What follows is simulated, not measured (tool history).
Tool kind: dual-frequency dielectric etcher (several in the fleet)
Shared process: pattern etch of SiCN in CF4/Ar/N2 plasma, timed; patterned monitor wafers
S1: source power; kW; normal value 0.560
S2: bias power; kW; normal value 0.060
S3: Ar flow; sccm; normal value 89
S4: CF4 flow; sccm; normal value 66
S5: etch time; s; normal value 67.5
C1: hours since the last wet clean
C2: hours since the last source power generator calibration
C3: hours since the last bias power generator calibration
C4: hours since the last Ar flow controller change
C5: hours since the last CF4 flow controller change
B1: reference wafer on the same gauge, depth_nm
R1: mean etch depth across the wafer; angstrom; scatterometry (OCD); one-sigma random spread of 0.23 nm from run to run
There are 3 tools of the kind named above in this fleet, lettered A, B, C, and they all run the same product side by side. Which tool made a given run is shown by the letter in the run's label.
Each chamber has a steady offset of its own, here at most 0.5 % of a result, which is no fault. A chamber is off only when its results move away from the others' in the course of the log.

run,hour,S1,S2,S3,S4,S5,C1,C2,C3,C4,C5,B1,R1
1A,5.2,0.560,0.060,89,66,67.5,479.6,1638.3,228.0,821.5,959.4,76.029,663.75
2C,8.9,0.560,0.060,89,66,67.5,87.6,476.8,189.8,1493.2,711.8,75.992,667.98
3B,14.6,0.560,0.060,89,66,67.5,267.2,792.6,1530.2,3203.0,628.2,76.015,666.98
4C,17.9,0.560,0.060,89,66,67.5,96.6,485.8,198.8,1502.2,720.8,75.983,667.34
5A,22.7,0.560,0.060,89,66,67.5,497.1,1655.8,245.5,839.0,976.9,76.014,668.14
6B,27.0,0.560,0.060,89,66,67.5,279.6,805.0,1542.6,3215.4,640.6,76.031,668.83
7A,31.4,0.660,0.060,76,66,67.5,505.8,1664.5,254.2,847.7,985.6,75.998,792.06
8C,35.8,0.660,0.060,76,66,67.5,114.5,503.7,216.7,1520.1,738.7,75.964,795.16
9B,40.7,0.660,0.060,76,66,67.5,293.3,818.7,1556.3,3229.1,654.3,75.936,792.01
10C,44.3,0.560,0.060,89,66,67.5,123.0,512.2,225.2,1528.6,747.2,76.096,671.70
11B,47.7,0.560,0.060,89,66,67.5,300.3,825.7,1563.3,3236.1,661.3,76.050,663.17
12A,51.1,0.560,0.060,89,66,67.5,525.5,1684.2,273.9,867.4,1005.3,75.971,670.37
13B,55.4,0.560,0.060,89,66,67.5,308.0,833.4,1571.0,3243.8,669.0,75.946,666.30
14C,61.1,0.560,0.073,89,66,67.5,139.8,529.0,242.0,1545.4,764.0,75.958,722.49
15A,66.3,0.560,0.073,89,66,67.5,540.7,1699.4,289.1,882.6,1020.5,75.980,714.56
16B,68.9,0.560,0.073,89,66,67.5,321.5,846.9,1584.5,3257.3,682.5,76.082,712.49
17A,73.1,0.560,0.060,89,66,67.5,547.5,1706.2,295.9,889.4,1027.3,75.991,668.00
18C,76.0,0.560,0.060,89,66,67.5,154.7,543.9,256.9,1560.3,778.9,76.002,682.52
19C,81.1,0.610,0.060,89,66,67.5,159.8,549.0,262.0,1565.4,784.0,76.003,734.88
20B,84.9,0.610,0.060,89,66,67.5,337.5,862.9,1600.5,3273.3,698.5,75.970,717.14
21A,87.5,0.610,0.060,89,66,67.5,561.9,1720.6,310.3,903.8,1041.7,75.932,722.19
22C,93.0,0.560,0.060,89,66,67.5,171.7,560.9,273.9,1577.3,795.9,75.946,686.89
23A,96.9,0.560,0.060,89,66,67.5,571.3,1730.0,319.7,913.2,1051.1,76.053,663.26
24B,101.7,0.560,0.060,89,66,67.5,354.3,879.7,1617.3,3290.1,715.3,75.981,668.97
# hour 103.1: chamber A: wet clean of the chamber
25B,106.3,0.560,0.060,89,66,67.5,358.9,884.3,1621.9,3294.7,719.9,75.992,666.59
26A,109.2,0.560,0.060,89,66,67.5,6.2,1742.3,332.0,925.5,1063.4,76.016,664.30
27C,114.4,0.560,0.060,89,66,67.5,193.1,582.3,295.3,1598.7,817.3,76.011,689.64
28C,119.9,0.560,0.060,89,66,67.5,198.6,587.8,300.8,1604.2,822.8,75.976,692.30
29A,122.9,0.560,0.060,89,66,67.5,19.9,1756.0,345.7,939.2,1077.1,76.013,667.17
30B,126.1,0.560,0.060,89,66,67.5,378.7,904.1,1641.7,3314.5,739.7,76.039,667.74

The same settings go to every chamber for the next run, one line per chamber below. Forecast the results for each:
31A,130.3,0.560,0.060,89,66,67.5,,,,,,,?
31B,130.3,0.560,0.060,89,66,67.5,,,,,,,?
31C,130.3,0.560,0.060,89,66,67.5,,,,,,,?

run,R1
31A,669.37
31B,663.55
31C,694.92

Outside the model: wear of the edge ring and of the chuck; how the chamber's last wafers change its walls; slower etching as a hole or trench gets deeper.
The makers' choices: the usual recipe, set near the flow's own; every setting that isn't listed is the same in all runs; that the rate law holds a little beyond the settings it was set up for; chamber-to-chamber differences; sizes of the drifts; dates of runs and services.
